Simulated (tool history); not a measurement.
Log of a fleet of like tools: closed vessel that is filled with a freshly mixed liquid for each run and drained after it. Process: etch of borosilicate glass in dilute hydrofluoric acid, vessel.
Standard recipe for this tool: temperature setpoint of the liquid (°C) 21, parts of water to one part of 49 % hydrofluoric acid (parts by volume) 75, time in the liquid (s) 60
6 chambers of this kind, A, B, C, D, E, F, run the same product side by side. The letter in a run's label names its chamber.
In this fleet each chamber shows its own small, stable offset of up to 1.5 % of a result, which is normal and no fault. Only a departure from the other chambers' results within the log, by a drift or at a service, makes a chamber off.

| run | hour | temperature setpoint of the liquid (°C) | parts of water to one part of 49 % hydrofluoric acid (parts by volume) | time in the liquid (s) | read-back film thickness of the borosilicate glass reference wafer, read on the same gauge (nm) | thickness taken off the borosilicate glass on a monitor wafer (angstrom) |
|---|---|---|---|---|---|---|
| 1C | 8.5 | 21 | 75 | 60 | 59.995 | 263.84 |
| 2F | 17.3 | 21 | 75 | 60 | 59.989 | 262.12 |
| 3E | 28.3 | 21 | 75 | 60 | 60.007 | 262.31 |
| 4D | 39.4 | 21 | 75 | 60 | 60.006 | 259.93 |
| 5A | 52.2 | 21 | 75 | 60 | 60.002 | 258.35 |
| 6B | 67.2 | 21 | 75 | 60 | 59.988 | 263.9 |
| 7C | 78.6 | 21 | 75 | 60 | 60.008 | 261.21 |
| 8D | 91.5 | 21 | 75 | 60 | 59.984 | 261.62 |
| 9F | 105.2 | 21 | 75 | 60 | 59.976 | 264.85 |
| 10B | 118.9 | 21 | 75 | 60 | 59.981 | 266.91 |
| 11A | 135.4 | 21 | 75 | 60 | 59.991 | 261.68 |
|  | 137.1 | chamber E: hydrofluoric acid flow meter replaced |
| 12E | 142.6 | 21 | 75 | 60 | 59.987 | 260.44 |
| 13F | 152.8 | 25 | 75 | 60 | 60.031 | 311.77 |
| 14B | 166.2 | 25 | 75 | 60 | 59.982 | 312.44 |
|  | 166.5 | chamber C: hydrofluoric acid flow meter replaced |
| 15A | 182.6 | 25 | 75 | 60 | 60.014 | 310.31 |
| 16D | 191.2 | 25 | 75 | 60 | 60.004 | 305.07 |
| 17C | 206.9 | 25 | 75 | 60 | 59.996 | 309.46 |
| 18E | 219.4 | 25 | 75 | 60 | 60.003 | 307.46 |
| 19E | 232.6 | 21 | 75 | 60 | 60.002 | 260.64 |
| 20B | 247.7 | 21 | 75 | 60 | 60.016 | 264.8 |
| 21A | 257.9 | 21 | 75 | 60 | 60.003 | 265.82 |
| 22D | 268.4 | 21 | 75 | 60 | 59.993 | 260.94 |
| 23C | 282 | 21 | 75 | 60 | 60 | 260.99 |
| 24F | 297.2 | 21 | 75 | 35 | 59.985 | 152.85 |
| 25D | 308.6 | 21 | 75 | 35 | 60.01 | 151.86 |
| 26B | 319.9 | 21 | 75 | 35 | 60.016 | 154.15 |
| 27A | 332.6 | 21 | 75 | 35 | 60 | 159.29 |
| 28F | 342 | 21 | 75 | 35 | 59.987 | 151.76 |
| 29E | 352.7 | 21 | 75 | 35 | 60.025 | 150.58 |
|  | 363.4 | chamber B: hydrofluoric acid flow meter replaced |
| 30C | 364.1 | 21 | 60 | 70 | 59.987 | 387.19 |
| 31A | 376.3 | 21 | 60 | 70 | 59.984 | 412.67 |
| 32F | 388.6 | 21 | 60 | 70 | 59.99 | 390.31 |
| 33D | 400.7 | 21 | 60 | 70 | 59.995 | 382.03 |
| 34E | 411.9 | 21 | 60 | 70 | 59.991 | 387.81 |
| 35C | 423.5 | 21 | 60 | 70 | 60.006 | 393.18 |
| 36B | 431.8 | 24 | 75 | 60 | 60.011 | 301.24 |

Has any chamber moved away from the others, gradually or after a service, or does the common gauge drift, or do the chambers differ only by their own small steady offsets? State the chamber and the most likely cause if one applies.

Little by little, chamber A moves away from the other chambers.
Cause: hydrofluoric acid flow above the setpoint (%) = 7.09.
The log might look much the same if the cause were instead: liquid hotter than its thermometer reads (K).

Chamber A could run next with any of the 4 candidate recipes listed below; each alters the usual settings, and their results appear as question marks. Which one brings its results back in line with what the other chambers deliver on the usual settings?
In-line tolerance around the mean of the other chambers on the usual settings: thickness taken off the borosilicate glass on a monitor wafer (angstrom) 5.3
| 37A-1 | 443.6 | 21 | 80 | 60 |  | ? |
| 37A-2 | 443.6 | 20.5 | 75 | 60 |  | ? |
| 37A-3 | 443.6 | 22.5 | 75 | 60 |  | ? |
| 37A-4 | 443.6 | 21.5 | 75 | 60 |  | ? |

Average result of the remaining chambers running the usual settings: thickness taken off the borosilicate glass on a monitor wafer (angstrom) 262.1
| run | thickness taken off the borosilicate glass on a monitor wafer (angstrom) |
|---|---|
| 37A-1 | 260.32 |
| 37A-2 | 273.6 |
| 37A-3 | 296.95 |
| 37A-4 | 285.09 |
The right change is 37A-1: it brings the chamber back within the allowed miss of the others.
